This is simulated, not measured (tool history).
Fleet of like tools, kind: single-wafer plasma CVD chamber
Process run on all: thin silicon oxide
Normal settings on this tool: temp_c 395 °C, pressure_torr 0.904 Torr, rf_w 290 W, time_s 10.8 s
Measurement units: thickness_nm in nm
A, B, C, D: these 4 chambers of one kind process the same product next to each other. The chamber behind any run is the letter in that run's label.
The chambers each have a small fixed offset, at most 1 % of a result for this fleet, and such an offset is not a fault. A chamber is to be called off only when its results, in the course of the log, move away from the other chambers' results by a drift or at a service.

| run | day | temp_c | pressure_torr | rf_w | time_s | hours since the last thermocouple change | hours since the last RF generator calibration | hours since the last manometer calibration | read-back reference wafer on the same gauge, thickness_nm | thickness_nm |
|---|---|---|---|---|---|---|---|---|---|---|
| 1C | 0.217 | 395 | 0.904 | 290 | 10.8 | 16.7 | 904.5 | 2047.2 | 21.998 | 21.776 |
| 2B | 0.604 | 395 | 0.904 | 290 | 10.8 | 285.8 | 715.2 | 1049.4 | 22.001 | 21.866 |
| 3A | 0.992 | 395 | 0.904 | 290 | 10.8 | 203 | 787.4 | 563.5 | 22.009 | 21.574 |
| 4D | 1.325 | 395 | 0.904 | 290 | 10.8 | 2842.1 | 1113.8 | 1009.7 | 21.999 | 21.816 |
| 5D | 1.533 | 395 | 0.904 | 290 | 10.8 | 2847.1 | 1118.8 | 1014.7 | 21.994 | 21.722 |
| 6C | 1.908 | 395 | 0.904 | 290 | 10.8 | 57.3 | 945.1 | 2087.8 | 22 | 21.82 |
|  | 1.929 | chamber D: thermocouple changed; heater temperature recalibrated |
| 7B | 2.212 | 395 | 0.904 | 290 | 10.8 | 324.4 | 753.8 | 1088 | 21.991 | 21.886 |
| 8A | 2.488 | 395 | 0.904 | 290 | 10.8 | 238.9 | 823.3 | 599.4 | 21.998 | 21.609 |
| 9B | 2.742 | 395 | 0.904 | 290 | 10.8 | 337.1 | 766.5 | 1100.7 | 22.022 | 21.78 |
| 10A | 3.021 | 395 | 0.904 | 290 | 10.8 | 251.7 | 836.1 | 612.2 | 22.004 | 21.563 |
| 11C | 3.358 | 395 | 0.904 | 290 | 10.8 | 92.1 | 979.9 | 2122.6 | 22.011 | 21.771 |
| 12D | 3.6 | 395 | 0.904 | 290 | 10.8 | 40.1 | 1168.4 | 1064.3 | 21.997 | 21.672 |
| 13C | 3.971 | 395 | 0.904 | 290 | 10.8 | 106.8 | 994.6 | 2137.3 | 21.986 | 21.776 |
| 14D | 4.3 | 395 | 0.904 | 290 | 10.8 | 56.9 | 1185.2 | 1081.1 | 22.004 | 21.756 |
| 15A | 4.608 | 395 | 0.904 | 290 | 10.8 | 289.8 | 874.2 | 650.3 | 21.988 | 21.468 |
| 16B | 5.004 | 395 | 0.904 | 290 | 10.8 | 391.4 | 820.8 | 1155 | 22.014 | 21.843 |
| 17C | 5.283 | 395 | 0.904 | 290 | 10.8 | 138.3 | 1026.1 | 2168.8 | 22.001 | 21.774 |
| 18D | 5.567 | 395 | 0.904 | 290 | 10.8 | 87.3 | 1215.6 | 1111.5 | 22.003 | 21.861 |
| 19A | 5.921 | 395 | 0.904 | 290 | 10.8 | 321.3 | 905.7 | 681.8 | 21.986 | 21.361 |
| 20B | 6.162 | 395 | 0.904 | 290 | 10.8 | 419.2 | 848.6 | 1182.8 | 21.983 | 21.796 |
| 21C | 6.346 | 395 | 0.904 | 290 | 10.8 | 163.8 | 1051.6 | 2194.3 | 22.003 | 21.768 |
| 22A | 6.679 | 395 | 0.904 | 290 | 10.8 | 339.5 | 923.9 | 700 | 22 | 21.201 |
| 23B | 6.892 | 395 | 0.904 | 290 | 10.8 | 436.7 | 866.1 | 1200.3 | 21.994 | 21.83 |
| 24D | 7.2 | 395 | 0.904 | 290 | 10.8 | 126.5 | 1254.8 | 1150.7 | 21.992 | 21.735 |
| 25D | 7.567 | 395 | 0.904 | 290 | 10.8 | 135.3 | 1263.6 | 1159.5 | 22.003 | 21.86 |
| 26C | 7.758 | 395 | 0.904 | 290 | 10.8 | 197.7 | 1085.5 | 2228.2 | 21.994 | 21.881 |
| 27B | 8.167 | 395 | 0.904 | 290 | 10.8 | 467.3 | 896.7 | 1230.9 | 22.022 | 21.851 |

For the next run the whole fleet of 4 chambers uses the same settings. Give each chamber's results:
| 28A | 8.458 | 395 | 0.904 | 325 | 10.8 |  |  |  |  | ? |
| 28B | 8.458 | 395 | 0.904 | 325 | 10.8 |  |  |  |  | ? |
| 28C | 8.458 | 395 | 0.904 | 325 | 10.8 |  |  |  |  | ? |
| 28D | 8.458 | 395 | 0.904 | 325 | 10.8 |  |  |  |  | ? |

| run | thickness_nm |
|---|---|
| 28A | 22.188 |
| 28B | 22.92 |
| 28C | 22.819 |
| 28D | 22.774 |
